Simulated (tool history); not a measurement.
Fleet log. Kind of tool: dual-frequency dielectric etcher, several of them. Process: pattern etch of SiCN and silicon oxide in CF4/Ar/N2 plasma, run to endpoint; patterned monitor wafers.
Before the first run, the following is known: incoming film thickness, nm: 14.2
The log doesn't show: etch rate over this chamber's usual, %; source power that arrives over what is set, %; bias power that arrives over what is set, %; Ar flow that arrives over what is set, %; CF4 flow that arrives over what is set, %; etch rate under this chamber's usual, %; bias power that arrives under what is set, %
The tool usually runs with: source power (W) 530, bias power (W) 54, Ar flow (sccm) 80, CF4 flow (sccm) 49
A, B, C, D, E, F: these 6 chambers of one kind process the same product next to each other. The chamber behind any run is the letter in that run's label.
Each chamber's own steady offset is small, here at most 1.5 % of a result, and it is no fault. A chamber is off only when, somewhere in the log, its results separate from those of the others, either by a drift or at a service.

run,hour,source power (W),bias power (W),Ar flow (sccm),CF4 flow (sccm),hours since the last wet clean,hours since the last source power generator calibration,hours since the last bias power generator calibration,hours since the last Ar flow controller change,hours since the last CF4 flow controller change,endpoint time (s)
1C,7.8,530,54,80,49,184.3,2182.3,1103,1249.6,5378.1,15.764
2E,19.1,530,54,80,49,63.9,3451.6,151.1,3244,1666.1,16.384
3A,31.8,530,54,80,49,64.3,2815.4,167.2,3204.9,895.5,15.963
4F,38.2,530,54,80,49,335.2,3583.5,62.6,54.4,1602.3,15.799
5D,51.1,610,54,80,49,416.5,1639.7,831.5,2291.5,244.2,14.134
6B,57.8,610,54,80,49,305.8,323.9,1474.1,1208.8,4519.5,14.159
7E,66.1,610,54,80,49,110.9,3498.6,198.1,3291,1713.1,14.255
8F,80.4,610,54,80,49,377.4,3625.7,104.8,96.6,1644.5,13.927
9D,90,610,54,80,49,455.4,1678.6,870.4,2330.4,283.1,14.344
10B,100.9,610,54,80,49,348.9,367,1517.2,1251.9,4562.6,14.061
11C,108.5,530,54,80,49,285,2283,1203.7,1350.3,5478.8,15.913
12A,119.6,530,54,80,49,152.1,2903.2,255,3292.7,983.3,15.95
13D,129.5,530,54,80,49,494.9,1718.1,909.9,2369.9,322.6,16.03
14F,140.9,530,66,80,49,437.9,3686.2,165.3,157.1,1705,14.804
# hour 154.4: chamber D: wet clean of the chamber
15C,154.7,530,66,80,49,331.2,2329.2,1249.9,1396.5,5525,14.933
16E,162.7,530,66,80,49,207.5,3595.2,294.7,3387.6,1809.7,15.089
17A,175.5,530,66,80,49,208,2959.1,310.9,3348.6,1039.2,15.022
18B,187,530,66,80,49,435,453.1,1603.3,1338,4648.7,15.188
19E,195.5,530,66,80,49,240.3,3628,327.5,3420.4,1842.5,15.291
20B,202.2,530,54,80,49,450.2,468.3,1618.5,1353.2,4663.9,16.058
# hour 210.5: chamber F: wet clean of the chamber
21C,213.5,530,54,80,49,390,2388,1308.7,1455.3,5583.8,15.779
22A,226.6,530,54,80,49,259.1,3010.2,362,3399.7,1090.3,16.168
23D,240.5,530,54,80,49,86.2,1829.1,1020.9,2480.9,433.6,16.905
24F,249.4,530,54,80,49,38.9,3794.7,273.8,265.6,1813.5,15.62
# hour 256.6: chamber C: wet clean of the chamber
25E,259.8,530,54,87,41,304.6,3692.3,391.8,3484.7,1906.8,17.013
26B,273.8,530,54,87,41,521.8,539.9,1690.1,1424.8,4735.5,16.803
# hour 274.4: chamber C: CF4 flow controller replaced
27F,286.4,530,54,87,41,75.9,3831.7,310.8,302.6,1850.5,16.643
28C,296.9,530,54,87,41,40.3,2471.4,1392.1,1538.7,22.5,16.619
29D,304.3,530,54,87,41,150,1892.9,1084.7,2544.7,497.4,17.648
30A,316.9,530,54,87,41,349.4,3100.5,452.3,3490,1180.6,16.934
31D,325.8,530,54,80,49,171.5,1914.4,1106.2,2566.2,518.9,17.011
32B,337.3,530,54,80,49,585.3,603.4,1753.6,1488.3,4799,15.776
33A,343.5,530,54,80,49,376,3127.1,478.9,3516.6,1207.2,15.958
34E,350,530,44,80,49,394.8,3782.5,482,3574.9,1997,17.025
35C,364.3,530,44,80,49,107.7,2538.8,1459.5,1606.1,89.9,16.975
36F,372.1,530,44,80,49,161.6,3917.4,396.5,388.3,1936.2,16.961
37B,384.3,530,44,80,49,632.3,650.4,1800.6,1535.3,4846,17.072
38F,395,530,44,80,49,184.5,3940.3,419.4,411.2,1959.1,16.785
39A,402.2,530,44,80,49,434.7,3185.8,537.6,3575.3,1265.9,17.368
40E,414.1,530,54,80,49,458.9,3846.6,546.1,3639,2061.1,16.313
41C,428,530,54,80,49,171.4,2602.5,1523.2,1669.8,153.6,15.985
42D,442.1,530,54,80,49,287.8,2030.7,1222.5,2682.5,635.2,16.97
43A,449.1,530,54,80,49,481.6,3232.7,584.5,3622.2,1312.8,16.036
44E,461.1,530,54,80,49,505.9,3893.6,593.1,3686,2108.1,16.122

The same settings go to every chamber for the next run, one line per chamber below. Forecast the results for each:
45A,471.4,530,54,80,49,,,,,,?
45B,471.4,530,54,80,49,,,,,,?
45C,471.4,530,54,80,49,,,,,,?
45D,471.4,530,54,80,49,,,,,,?
45E,471.4,530,54,80,49,,,,,,?
45F,471.4,530,54,80,49,,,,,,?

run,endpoint time (s)
45A,15.927
45B,16.026
45C,15.882
45D,16.99
45E,16.487
45F,15.786

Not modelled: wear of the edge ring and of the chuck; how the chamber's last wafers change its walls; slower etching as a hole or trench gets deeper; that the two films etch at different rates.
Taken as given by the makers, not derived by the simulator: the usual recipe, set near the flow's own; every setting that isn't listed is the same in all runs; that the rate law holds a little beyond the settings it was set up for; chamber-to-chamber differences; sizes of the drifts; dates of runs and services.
